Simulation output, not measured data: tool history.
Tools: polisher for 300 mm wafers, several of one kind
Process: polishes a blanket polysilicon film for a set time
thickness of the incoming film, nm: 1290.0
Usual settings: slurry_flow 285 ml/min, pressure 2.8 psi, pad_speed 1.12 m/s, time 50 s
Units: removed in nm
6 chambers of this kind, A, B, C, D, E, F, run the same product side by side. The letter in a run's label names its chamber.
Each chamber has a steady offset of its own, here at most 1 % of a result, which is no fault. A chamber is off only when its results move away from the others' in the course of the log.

{"run": "1C", "hour": 5.3, "slurry_flow": 285, "pressure": 2.8, "pad_speed": 1.12, "time": 50, "removed": 423.81}
{"run": "2A", "hour": 8.9, "slurry_flow": 285, "pressure": 2.8, "pad_speed": 1.12, "time": 50, "removed": 425.28}
{"run": "3E", "hour": 15.4, "slurry_flow": 285, "pressure": 2.8, "pad_speed": 1.12, "time": 50, "removed": 416.92}
{"hour": 16.8, "done": "chamber A: worn pad replaced by a new one"}
{"hour": 18.7, "done": "chamber F: worn pad replaced by a new one"}
{"run": "4B", "hour": 19.9, "slurry_flow": 285, "pressure": 2.8, "pad_speed": 1.12, "time": 50, "removed": 427.16}
{"hour": 24.2, "done": "chamber E: worn pad replaced by a new one"}
{"run": "5F", "hour": 25.5, "slurry_flow": 285, "pressure": 2.8, "pad_speed": 1.12, "time": 50, "removed": 419.58}
{"hour": 30.1, "done": "chamber D: worn pad replaced by a new one"}
{"run": "6D", "hour": 30.3, "slurry_flow": 285, "pressure": 2.8, "pad_speed": 1.12, "time": 50, "removed": 409.25}
{"hour": 31.3, "done": "chamber C: worn pad replaced by a new one"}
{"run": "7B", "hour": 36.1, "slurry_flow": 285, "pressure": 2.8, "pad_speed": 1.12, "time": 50, "removed": 410.81}
{"run": "8C", "hour": 43.4, "slurry_flow": 285, "pressure": 2.8, "pad_speed": 1.12, "time": 50, "removed": 406.35}
{"run": "9A", "hour": 51.0, "slurry_flow": 285, "pressure": 2.8, "pad_speed": 1.12, "time": 50, "removed": 420.44}
{"run": "10D", "hour": 57.5, "slurry_flow": 285, "pressure": 2.8, "pad_speed": 1.12, "time": 50, "removed": 410.61}
{"hour": 61.1, "done": "chamber E: head pressure recalibrated"}
{"run": "11F", "hour": 61.8, "slurry_flow": 285, "pressure": 2.8, "pad_speed": 1.12, "time": 50, "removed": 422.96}
{"run": "12E", "hour": 68.0, "slurry_flow": 285, "pressure": 2.8, "pad_speed": 1.12, "time": 50, "removed": 413.26}
{"run": "13D", "hour": 75.1, "slurry_flow": 285, "pressure": 2.8, "pad_speed": 1.12, "time": 50, "removed": 415.88}
{"hour": 78.4, "done": "chamber B: worn pad replaced by a new one"}
{"run": "14F", "hour": 81.8, "slurry_flow": 285, "pressure": 2.8, "pad_speed": 1.12, "time": 50, "removed": 428.95}
{"run": "15E", "hour": 85.8, "slurry_flow": 285, "pressure": 2.8, "pad_speed": 1.12, "time": 50, "removed": 418.42}
{"run": "16C", "hour": 93.1, "slurry_flow": 285, "pressure": 2.8, "pad_speed": 1.12, "time": 50, "removed": 419.56}
{"run": "17B", "hour": 98.2, "slurry_flow": 285, "pressure": 2.8, "pad_speed": 1.12, "time": 50, "removed": 419.09}
{"hour": 101.8, "done": "chamber E: worn pad replaced by a new one"}
{"run": "18A", "hour": 104.8, "slurry_flow": 285, "pressure": 2.8, "pad_speed": 1.12, "time": 50, "removed": 416.67}
{"hour": 105.4, "done": "chamber C: worn pad replaced by a new one"}
{"hour": 109.0, "done": "chamber E: slurry nozzle cleaned"}
{"run": "19E", "hour": 111.7, "slurry_flow": 285, "pressure": 2.8, "pad_speed": 1.12, "time": 50, "removed": 422.28}
{"run": "20F", "hour": 118.2, "slurry_flow": 285, "pressure": 2.8, "pad_speed": 1.12, "time": 50, "removed": 419.2}
{"hour": 121.2, "done": "chamber B: head pressure recalibrated"}
{"run": "21B", "hour": 122.8, "slurry_flow": 285, "pressure": 2.8, "pad_speed": 1.48, "time": 50, "removed": 590.5}
{"hour": 125.3, "done": "chamber F: slurry nozzle cleaned"}
{"run": "22C", "hour": 127.6, "slurry_flow": 285, "pressure": 2.8, "pad_speed": 1.48, "time": 50, "removed": 544.6}
{"run": "23D", "hour": 134.9, "slurry_flow": 285, "pressure": 2.8, "pad_speed": 1.48, "time": 50, "removed": 543.87}
{"hour": 138.9, "done": "chamber A: worn pad replaced by a new one"}
{"run": "24A", "hour": 140.5, "slurry_flow": 285, "pressure": 2.8, "pad_speed": 1.48, "time": 50, "removed": 552.93}
{"hour": 143.6, "done": "chamber C: slurry nozzle cleaned"}
{"run": "25F", "hour": 144.9, "slurry_flow": 285, "pressure": 2.8, "pad_speed": 1.48, "time": 50, "removed": 550.63}
{"run": "26B", "hour": 149.4, "slurry_flow": 285, "pressure": 2.8, "pad_speed": 1.48, "time": 50, "removed": 602.59}
{"hour": 151.9, "done": "chamber F: worn pad replaced by a new one"}
{"hour": 155.6, "done": "chamber D: worn pad replaced by a new one"}
{"run": "27C", "hour": 156.5, "slurry_flow": 285, "pressure": 2.8, "pad_speed": 1.12, "time": 50, "removed": 407.26}
{"run": "28A", "hour": 163.1, "slurry_flow": 285, "pressure": 2.8, "pad_speed": 1.12, "time": 50, "removed": 417.25}
{"run": "29E", "hour": 166.8, "slurry_flow": 285, "pressure": 2.8, "pad_speed": 1.12, "time": 50, "removed": 416.35}
{"run": "30D", "hour": 170.5, "slurry_flow": 285, "pressure": 2.8, "pad_speed": 1.12, "time": 50, "removed": 419.6}
{"run": "31B", "hour": 177.3, "slurry_flow": 285, "pressure": 2.8, "pad_speed": 1.12, "time": 50, "removed": 453.97}
{"hour": 178.1, "done": "chamber C: worn pad replaced by a new one"}
{"run": "32C", "hour": 184.3, "slurry_flow": 285, "pressure": 2.8, "pad_speed": 1.12, "time": 50, "removed": 416.81}
{"run": "33D", "hour": 191.9, "slurry_flow": 285, "pressure": 2.8, "pad_speed": 1.12, "time": 50, "removed": 410.62}
{"hour": 193.6, "done": "chamber E: worn pad replaced by a new one"}
{"run": "34A", "hour": 198.0, "slurry_flow": 285, "pressure": 2.8, "pad_speed": 1.12, "time": 38, "removed": 316.88}
{"run": "35F", "hour": 205.3, "slurry_flow": 285, "pressure": 2.8, "pad_speed": 1.12, "time": 38, "removed": 318.67}
{"hour": 205.4, "done": "chamber B: worn pad replaced by a new one"}
{"run": "36E", "hour": 209.5, "slurry_flow": 285, "pressure": 2.8, "pad_speed": 1.12, "time": 38, "removed": 316.14}
{"run": "37A", "hour": 214.2, "slurry_flow": 285, "pressure": 2.8, "pad_speed": 1.12, "time": 38, "removed": 316.73}
{"run": "38B", "hour": 221.1, "slurry_flow": 285, "pressure": 2.8, "pad_speed": 1.12, "time": 38, "removed": 338.52}
{"run": "39D", "hour": 224.9, "slurry_flow": 285, "pressure": 2.8, "pad_speed": 1.12, "time": 38, "removed": 319.62}
{"run": "40E", "hour": 230.3, "slurry_flow": 285, "pressure": 2.8, "pad_speed": 1.12, "time": 50, "removed": 416.52}

What goes on in this fleet: one chamber off, a drifting gauge, or nothing beyond the chambers' own small offsets? Name the chamber and the cause, if any.

A service left chamber B off against the others.
Cause: head's pressure above its setpoint, % = 6.94.

Here are 4 candidates for chamber B's next run, each the usual settings with a change, their results left as question marks. Which one brings its results back in line with what the others give on the usual settings?
In line means no further than this from the other chambers' mean on the usual settings: removed 17.00 nm
{"run": "41B-1", "hour": 235.7, "slurry_flow": 285, "pressure": 3.0, "pad_speed": 1.2, "time": 50, "removed": "?"}
{"run": "41B-2", "hour": 235.7, "slurry_flow": 285, "pressure": 2.7, "pad_speed": 1.1, "time": 49, "removed": "?"}
{"run": "41B-3", "hour": 235.7, "slurry_flow": 280, "pressure": 2.8, "pad_speed": 0.96, "time": 50, "removed": "?"}
{"run": "41B-4", "hour": 235.7, "slurry_flow": 285, "pressure": 2.9, "pad_speed": 1.14, "time": 51, "removed": "?"}

The other chambers' mean on the usual settings: removed 416.82 nm
run=41B-1 removed=508.20
run=41B-2 removed=410.34
run=41B-3 removed=378.51
run=41B-4 removed=475.83
41B-2 brings the chamber back in line.
